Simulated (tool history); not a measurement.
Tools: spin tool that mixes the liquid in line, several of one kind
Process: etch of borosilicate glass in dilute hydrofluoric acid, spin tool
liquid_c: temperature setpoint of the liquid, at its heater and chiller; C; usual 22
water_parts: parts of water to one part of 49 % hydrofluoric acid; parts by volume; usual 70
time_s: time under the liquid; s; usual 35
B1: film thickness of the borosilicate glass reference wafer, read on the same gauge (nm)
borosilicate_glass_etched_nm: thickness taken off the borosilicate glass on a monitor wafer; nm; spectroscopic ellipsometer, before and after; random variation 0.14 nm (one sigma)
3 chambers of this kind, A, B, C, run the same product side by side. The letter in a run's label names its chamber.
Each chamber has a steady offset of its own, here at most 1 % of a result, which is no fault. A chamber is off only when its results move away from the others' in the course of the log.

run 1C day=0.546 | liquid_c=22 water_parts=70 time_s=35 | B1=79.985 | borosilicate_glass_etched_nm=15.2260
run 2A day=0.842 | liquid_c=22 water_parts=70 time_s=35 | B1=79.988 | borosilicate_glass_etched_nm=15.2170
run 3B day=1.329 | liquid_c=22 water_parts=70 time_s=35 | B1=80.026 | borosilicate_glass_etched_nm=15.2390
run 4B day=1.829 | liquid_c=22 water_parts=70 time_s=35 | B1=80.014 | borosilicate_glass_etched_nm=15.1180
run 5C day=2.117 | liquid_c=22 water_parts=70 time_s=35 | B1=80.013 | borosilicate_glass_etched_nm=15.2640
run 6A day=2.383 | liquid_c=22 water_parts=70 time_s=35 | B1=79.987 | borosilicate_glass_etched_nm=15.0380
run 7A day=2.692 | liquid_c=22 water_parts=70 time_s=35 | B1=79.998 | borosilicate_glass_etched_nm=15.0570
run 8B day=3.242 | liquid_c=22 water_parts=70 time_s=35 | B1=79.994 | borosilicate_glass_etched_nm=14.9980
run 9C day=3.504 | liquid_c=22 water_parts=70 time_s=15 | B1=80.002 | borosilicate_glass_etched_nm=6.3065
run 10C day=3.875 | liquid_c=22 water_parts=70 time_s=15 | B1=80.016 | borosilicate_glass_etched_nm=6.2340
run 11A day=4.362 | liquid_c=22 water_parts=70 time_s=15 | B1=80.035 | borosilicate_glass_etched_nm=6.4992
run 12B day=4.629 | liquid_c=22 water_parts=70 time_s=35 | B1=80.006 | borosilicate_glass_etched_nm=15.1250
run 13A day=4.975 | liquid_c=22 water_parts=70 time_s=35 | B1=80.005 | borosilicate_glass_etched_nm=15.1300
run 14C day=5.546 | liquid_c=22 water_parts=70 time_s=35 | B1=79.991 | borosilicate_glass_etched_nm=14.2560
run 15B day=5.883 | liquid_c=22 water_parts=70 time_s=35 | B1=79.998 | borosilicate_glass_etched_nm=15.2980
run 16B day=6.221 | liquid_c=22 water_parts=70 time_s=35 | B1=80.009 | borosilicate_glass_etched_nm=15.2150
run 17C day=6.538 | liquid_c=22 water_parts=70 time_s=35 | B1=79.994 | borosilicate_glass_etched_nm=14.0610
run 18A day=7.096 | liquid_c=22 water_parts=70 time_s=35 | B1=80.018 | borosilicate_glass_etched_nm=15.3650
run 19C day=7.429 | liquid_c=22 water_parts=70 time_s=35 | B1=79.984 | borosilicate_glass_etched_nm=13.7810
run 20A day=7.754 | liquid_c=22 water_parts=70 time_s=35 | B1=79.966 | borosilicate_glass_etched_nm=15.0880
run 21B day=8.288 | liquid_c=22 water_parts=45 time_s=35 | B1=80.013 | borosilicate_glass_etched_nm=24.3110

Is one chamber off against the others, does the gauge drift, or is nothing wrong? If a chamber is off, say which, and what the likeliest cause is.

Chamber C drifts away from the others.
Cause: hydrofluoric acid flow below the setpoint (%) = 10.3.
The log may not tell that from: liquid colder than its thermometer reads (K).

Here are 4 candidates for chamber C's next run, each the usual settings with a change, their results left as question marks. Which one brings its results back in line with what the others give on the usual settings?
In line means no further than this from the other chambers' mean on the usual settings: borosilicate_glass_etched_nm 0.4800 nm
run 22C-1 day=8.704 | liquid_c=21.0 water_parts=70 time_s=35 | borosilicate_glass_etched_nm=?
run 22C-2 day=8.704 | liquid_c=19.0 water_parts=70 time_s=35 | borosilicate_glass_etched_nm=?
run 22C-3 day=8.704 | liquid_c=22.5 water_parts=65 time_s=35 | borosilicate_glass_etched_nm=?
run 22C-4 day=8.704 | liquid_c=23.0 water_parts=70 time_s=35 | borosilicate_glass_etched_nm=?

The other chambers' mean on the usual settings: borosilicate_glass_etched_nm 15.0950 nm
run=22C-1 borosilicate_glass_etched_nm=12.9390
run=22C-2 borosilicate_glass_etched_nm=11.9190
run=22C-3 borosilicate_glass_etched_nm=14.9060
run=22C-4 borosilicate_glass_etched_nm=14.0270
22C-3 brings the chamber back in line.
